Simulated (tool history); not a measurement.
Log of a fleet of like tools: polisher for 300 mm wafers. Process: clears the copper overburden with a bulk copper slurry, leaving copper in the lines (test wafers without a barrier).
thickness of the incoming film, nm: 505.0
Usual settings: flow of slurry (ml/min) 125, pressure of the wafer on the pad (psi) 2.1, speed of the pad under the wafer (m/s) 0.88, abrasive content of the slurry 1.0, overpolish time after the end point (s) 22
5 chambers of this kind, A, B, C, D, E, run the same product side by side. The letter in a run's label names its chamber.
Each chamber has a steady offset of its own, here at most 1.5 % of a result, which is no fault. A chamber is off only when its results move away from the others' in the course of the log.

run,hour,flow of slurry (ml/min),pressure of the wafer on the pad (psi),speed of the pad under the wafer (m/s),abrasive content of the slurry,overpolish time after the end point (s),wafers polished on this pad,hours since the slurry nozzle was cleaned,hours since the head pressure was calibrated,hours since the slurry blender was calibrated,time until the end point was called (s),dishing of a wide line in a test structure (angstrom)
1B,13.6,125,2.1,0.88,1.0,22,768,677.4,702.9,73.3,81.625,318.21
2C,19.9,125,2.1,0.88,1.0,22,206,289.7,976.9,206.8,79.862,325.13
3E,28.1,125,2.1,0.88,1.0,22,537,992.2,454.0,50.9,82.556,326.45
# hour 28.7: chamber C: head pressure recalibrated
4D,41.3,125,2.1,0.88,1.0,22,466,336.6,553.4,151.4,80.506,325.78
# hour 47.9: chamber E: slurry nozzle cleaned
# hour 49.7: chamber B: worn pad replaced by a new one
5A,50.9,125,2.1,0.88,1.0,22,575,164.7,175.7,164.7,82.826,325.46
# hour 60.5: chamber D: slurry blender recalibrated
6B,62.5,125,2.1,0.88,1.0,22,127,726.3,751.8,122.2,82.242,322.57
7A,75.1,125,2.1,0.88,1.0,22,815,188.9,199.9,188.9,78.793,318.45
# hour 75.6: chamber D: worn pad replaced by a new one
# hour 78.3: chamber E: slurry blender recalibrated
8C,85.9,125,2.1,0.88,1.0,22,861,355.7,57.2,272.8,81.042,322.27
9E,95.8,125,2.1,0.88,1.0,22,1209,48.0,521.7,17.6,79.482,320.40
# hour 101.7: chamber E: head pressure recalibrated
# hour 102.9: chamber B: slurry nozzle cleaned
10D,104.8,125,2.1,0.88,1.0,22,289,400.1,616.9,44.3,81.957,323.34
11C,113.9,125,2.1,0.88,1.0,22,1139,383.7,85.2,300.8,82.535,328.51
12D,120.8,125,2.1,0.88,1.0,22,448,416.1,632.9,60.3,80.360,330.26
13A,130.3,125,2.1,0.88,1.0,29,1362,244.1,255.1,244.1,82.770,340.13
14B,140.0,125,2.1,0.88,1.0,29,896,37.1,829.3,199.7,82.833,331.34
# hour 149.2: chamber B: worn pad replaced by a new one
15E,151.1,125,2.1,0.88,1.0,29,1757,103.3,49.5,72.9,84.176,338.81
# hour 153.4: chamber C: worn pad replaced by a new one
# hour 158.4: chamber C: slurry blender recalibrated
16E,160.5,125,2.1,0.88,1.0,29,1851,112.7,58.9,82.3,82.322,333.29
# hour 162.7: chamber D: worn pad replaced by a new one
# hour 165.1: chamber A: worn pad replaced by a new one
17A,169.2,125,2.1,0.88,1.0,29,41,283.0,294.0,283.0,81.696,339.50
# hour 173.3: chamber B: slurry blender recalibrated
# hour 173.9: chamber A: slurry blender recalibrated
18C,178.3,125,2.1,0.88,1.0,22,247,448.1,149.6,20.0,82.785,324.84
19B,186.4,125,2.1,0.88,1.0,22,369,83.5,875.7,13.2,82.569,327.82
# hour 191.4: chamber E: slurry blender recalibrated
20D,195.9,125,2.1,0.88,1.0,22,330,491.2,708.0,135.4,80.528,321.91
21A,202.4,125,2.1,0.88,1.0,22,370,316.2,327.2,28.6,81.706,321.38
22C,211.2,125,2.1,0.88,1.0,22,574,481.0,182.5,52.9,79.929,326.30
# hour 213.2: chamber D: slurry blender recalibrated
23D,219.5,125,2.1,0.88,1.0,22,564,514.8,731.6,6.3,81.421,324.44
24E,230.4,125,2.1,0.88,1.0,22,2544,182.6,128.8,39.0,87.137,320.66
25B,239.3,125,2.1,0.88,1.0,22,894,136.4,928.6,66.1,82.956,327.90
26E,251.6,125,2.1,0.88,1.0,22,2754,203.8,150.0,60.2,84.000,321.31
# hour 255.9: chamber D: worn pad replaced by a new one
# hour 256.2: chamber B: worn pad replaced by a new one
27A,258.6,125,2.1,0.88,1.0,22,928,372.4,383.4,84.8,80.877,327.06
28D,269.9,125,2.1,0.88,1.0,22,139,565.2,782.0,56.7,82.140,325.74
# hour 277.2: chamber B: head pressure recalibrated
29C,278.5,125,2.1,0.88,1.0,22,1241,548.3,249.8,120.2,82.422,323.70
# hour 285.1: chamber E: slurry blender recalibrated
# hour 287.1: chamber A: slurry nozzle cleaned
30B,289.4,125,2.1,0.88,1.0,22,329,186.5,12.3,116.2,80.422,324.67
31D,303.4,125,2.5,0.88,1.0,22,471,598.7,815.5,90.2,68.430,341.38
# hour 308.1: chamber C: worn pad replaced by a new one
32E,316.3,125,2.5,0.88,1.0,22,3396,268.5,214.7,31.3,74.235,333.26
# hour 316.8: chamber A: worn pad replaced by a new one
33B,326.2,125,2.5,0.88,1.0,22,694,223.3,49.1,153.0,69.430,337.66
# hour 330.6: chamber D: worn pad replaced by a new one
34A,338.9,125,2.5,0.88,1.0,22,219,51.9,463.7,165.1,69.072,335.77
# hour 344.3: chamber D: head pressure recalibrated
35C,351.9,125,2.5,0.88,1.0,22,434,621.7,323.2,193.6,67.001,333.80
# hour 357.7: chamber B: worn pad replaced by a new one
36A,361.8,125,2.1,0.88,1.0,22,447,74.8,486.6,188.0,82.249,328.00
# hour 364.3: chamber D: slurry blender recalibrated
37E,370.3,125,2.1,0.88,1.0,22,3932,322.5,268.7,85.3,90.631,318.12
38D,377.6,125,2.1,0.88,1.0,22,467,672.9,33.3,13.4,80.906,323.33
39B,391.2,125,2.1,0.88,1.0,31,332,288.3,114.1,218.0,82.196,339.54
# hour 391.7: chamber C: slurry nozzle cleaned
40C,398.9,125,2.1,0.88,1.0,31,900,7.2,370.2,240.6,80.545,338.16
# hour 407.7: chamber E: slurry blender recalibrated
41E,408.7,125,2.1,0.88,1.0,31,4313,360.9,307.1,1.0,93.098,333.64

Is one chamber off against the others, does the gauge drift, or is nothing wrong? If a chamber is off, say which, and what the likeliest cause is.

Chamber E drifts away from the others.
Cause: removal rate lost through wear of the pad, % = 12.1.
The log may not tell that from: slurry flow missing at the pad, %; head's pressure below its setpoint, %.

Here are 4 candidates for chamber E's next run, each the usual settings with a change, their results left as question marks. Which one brings its results back in line with what the others give on the usual settings?
In line means no further than this from the other chambers' mean on the usual settings: time until the end point was called (s) 3.900; dishing of a wide line in a test structure (angstrom) 12.00
42E-1,418.7,130,2.3,0.98,1.0,20,,,,,?,?
42E-2,418.7,125,2.0,0.82,1.0,23,,,,,?,?
42E-3,418.7,120,1.9,0.78,1.0,24,,,,,?,?
42E-4,418.7,125,2.2,0.94,1.0,21,,,,,?,?

The other chambers' mean on the usual settings: time until the end point was called (s) 81.599; dishing of a wide line in a test structure (angstrom) 324.98
run,time until the end point was called (s),dishing of a wide line in a test structure (angstrom)
42E-1,76.030,328.36
42E-2,105.070,313.59
42E-3,117.170,307.52
42E-4,83.476,324.70
42E-4 brings the chamber back in line.
